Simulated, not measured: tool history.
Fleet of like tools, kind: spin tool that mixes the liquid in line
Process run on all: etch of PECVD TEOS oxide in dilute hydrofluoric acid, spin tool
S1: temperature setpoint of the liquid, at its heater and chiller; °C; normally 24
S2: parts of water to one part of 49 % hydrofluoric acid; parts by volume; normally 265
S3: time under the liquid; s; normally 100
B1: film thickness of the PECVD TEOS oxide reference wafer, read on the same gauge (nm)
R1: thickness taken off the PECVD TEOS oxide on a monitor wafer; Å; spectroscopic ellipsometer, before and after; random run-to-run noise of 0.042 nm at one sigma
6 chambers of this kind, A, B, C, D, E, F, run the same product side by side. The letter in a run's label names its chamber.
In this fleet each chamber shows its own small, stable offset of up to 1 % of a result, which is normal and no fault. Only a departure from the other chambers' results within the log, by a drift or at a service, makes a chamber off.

| run | day | S1 | S2 | S3 | B1 | R1 |
|---|---|---|---|---|---|---|
| 1D | 0.225 | 24 | 265 | 100 | 120 | 42.286 |
|  | 0.25 | chamber A: hydrofluoric acid flow meter replaced |
|  | 0.442 | chamber E: hydrofluoric acid flow meter replaced |
| 2F | 0.467 | 24 | 265 | 100 | 120.01 | 43.527 |
| 3A | 0.796 | 24 | 265 | 100 | 120 | 41.667 |
| 4C | 1.208 | 24 | 265 | 100 | 120.06 | 42.96 |
| 5E | 1.467 | 24 | 265 | 100 | 120.02 | 41.968 |
| 6B | 1.733 | 24 | 265 | 100 | 120.05 | 42.521 |
|  | 1.958 | chamber A: thermometer replaced |
| 7A | 2.017 | 24 | 265 | 100 | 120.02 | 42.346 |
| 8E | 2.292 | 24 | 265 | 100 | 120.02 | 42.499 |
| 9C | 2.521 | 24 | 265 | 100 | 119.95 | 42.525 |
| 10F | 2.812 | 24 | 265 | 100 | 120.01 | 42.428 |
| 11B | 3.175 | 24 | 265 | 100 | 119.97 | 41.918 |
| 12D | 3.517 | 24 | 265 | 100 | 120 | 42.275 |
| 13A | 3.85 | 24 | 265 | 100 | 120.03 | 42.28 |
| 14C | 4.154 | 24 | 265 | 100 | 120.01 | 42.684 |
| 15E | 4.542 | 24 | 265 | 100 | 120 | 42.124 |
| 16F | 4.921 | 24 | 265 | 100 | 120.02 | 43.111 |
| 17B | 5.221 | 24 | 265 | 100 | 120.04 | 41.704 |
| 18D | 5.596 | 28.5 | 265 | 100 | 119.99 | 49.018 |
| 19E | 5.783 | 28.5 | 265 | 100 | 120 | 50.764 |
| 20C | 6.046 | 28.5 | 265 | 100 | 120 | 49.464 |
| 21A | 6.229 | 28.5 | 265 | 100 | 119.95 | 50.639 |
| 22B | 6.504 | 28.5 | 265 | 100 | 119.98 | 49.535 |
| 23D | 6.721 | 28.5 | 265 | 100 | 119.99 | 50.916 |
|  | 6.867 | chamber B: hydrofluoric acid flow meter replaced |
| 24F | 7.138 | 24 | 265 | 100 | 120 | 42.513 |
| 25A | 7.383 | 24 | 265 | 100 | 120.01 | 42.471 |
|  | 7.496 | chamber C: thermometer replaced |
| 26C | 7.662 | 24 | 265 | 100 | 119.98 | 42.96 |
| 27B | 7.958 | 24 | 265 | 100 | 120.05 | 42.664 |
| 28F | 8.188 | 28.5 | 330 | 100 | 120 | 37.038 |
| 29E | 8.392 | 28.5 | 330 | 100 | 120 | 36.981 |
| 30D | 8.738 | 28.5 | 330 | 100 | 120 | 37.281 |
| 31E | 8.962 | 28.5 | 330 | 100 | 119.98 | 37.482 |
| 32B | 9.204 | 28.5 | 330 | 100 | 119.99 | 36.667 |
| 33D | 9.554 | 28.5 | 330 | 100 | 120.05 | 37.363 |
| 34C | 9.867 | 24 | 265 | 100 | 120.01 | 43.04 |
| 35F | 10.108 | 24 | 265 | 100 | 119.99 | 42.092 |
| 36A | 10.371 | 24 | 265 | 100 | 119.97 | 41.909 |
| 37E | 10.712 | 24 | 385 | 50 | 120 | 12.939 |
| 38B | 10.971 | 24 | 385 | 50 | 120.02 | 12.852 |
| 39C | 11.167 | 24 | 385 | 50 | 120 | 13.23 |

Predict what each chamber gives when all 6 of them run the settings below next.
| 40A | 11.467 | 20 | 265 | 100 |  | ? |
| 40B | 11.467 | 20 | 265 | 100 |  | ? |
| 40C | 11.467 | 20 | 265 | 100 |  | ? |
| 40D | 11.467 | 20 | 265 | 100 |  | ? |
| 40E | 11.467 | 20 | 265 | 100 |  | ? |
| 40F | 11.467 | 20 | 265 | 100 |  | ? |

| run | R1 |
|---|---|
| 40A | 36.894 |
| 40B | 36.776 |
| 40C | 37.44 |
| 40D | 36.6 |
| 40E | 36.683 |
| 40F | 36.591 |
